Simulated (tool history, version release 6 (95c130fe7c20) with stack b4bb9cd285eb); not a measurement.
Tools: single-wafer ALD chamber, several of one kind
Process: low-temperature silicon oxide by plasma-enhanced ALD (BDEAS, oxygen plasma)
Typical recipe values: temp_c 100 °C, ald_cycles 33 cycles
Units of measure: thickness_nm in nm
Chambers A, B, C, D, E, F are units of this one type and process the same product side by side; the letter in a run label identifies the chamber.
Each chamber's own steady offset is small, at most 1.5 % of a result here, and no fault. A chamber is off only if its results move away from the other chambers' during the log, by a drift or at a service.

run,hour,temp_c,ald_cycles,"read-back reference wafer on the same gauge, thickness_nm",thickness_nm
1A,5.2,100,33,4.7213,4.6681
2C,8.3,100,33,4.7232,4.7806
3E,12.5,100,33,4.7224,4.7437
4B,15.4,100,33,4.7183,4.6562
5D,20.1,100,33,4.7235,4.7820
6F,25.2,100,38,4.7230,5.4406
7F,28.6,100,38,4.7278,5.4047
8A,31.6,100,38,4.7165,5.3396
9B,35.5,100,38,4.7178,5.3908
10E,39.4,100,38,4.7198,5.4606
11C,44.0,100,38,4.7202,5.4646
12D,47.7,100,33,4.7212,4.7504
13A,52.6,100,33,4.7180,4.6959
14E,56.6,100,33,4.7259,4.7708
15C,62.0,100,36,4.7263,5.1886
16D,67.3,100,36,4.7196,5.2283
17B,71.2,100,36,4.7180,5.1007
18F,77.7,100,36,4.7263,5.1452
19F,83.2,100,36,4.7251,5.1655
20A,88.9,100,36,4.7169,5.0898
21E,91.8,100,33,4.7162,4.7447
22D,97.6,100,33,4.7243,4.7958
23B,100.9,100,33,4.7225,4.6936
24C,105.7,100,33,4.7226,4.7259
25C,110.4,100,33,4.7256,4.7601
26B,113.6,100,33,4.7161,4.6551
27D,119.4,100,33,4.7171,4.7984
28F,125.5,100,33,4.7241,4.6975
29A,131.1,100,33,4.7268,4.6610
30E,136.4,100,33,4.7152,4.6971
31E,139.9,100,33,4.7147,4.7579
32B,143.5,111,39,4.7216,5.3893
33F,148.1,111,39,4.7215,5.4782
34C,152.6,111,39,4.7179,5.4805
35A,156.9,111,39,4.7163,5.4337
36D,162.2,111,39,4.7230,5.5465
37F,166.7,111,39,4.7196,5.4689
38E,172.1,100,33,4.7159,4.7543
39A,175.0,100,33,4.7179,4.6598
40B,178.2,100,33,4.7200,4.6629
41D,182.4,100,33,4.7207,4.7594
42C,186.7,100,33,4.7187,4.7423
43B,189.8,100,33,4.7178,4.6452

Read the log: is a single chamber off, either drifting away or since a service, is the gauge that measures every chamber drifting, or is nothing wrong beyond small per-chamber offsets? Name any odd chamber and what most likely caused it.

The fleet is healthy, with each chamber sitting at its usual small offset and no drift in the gauge.
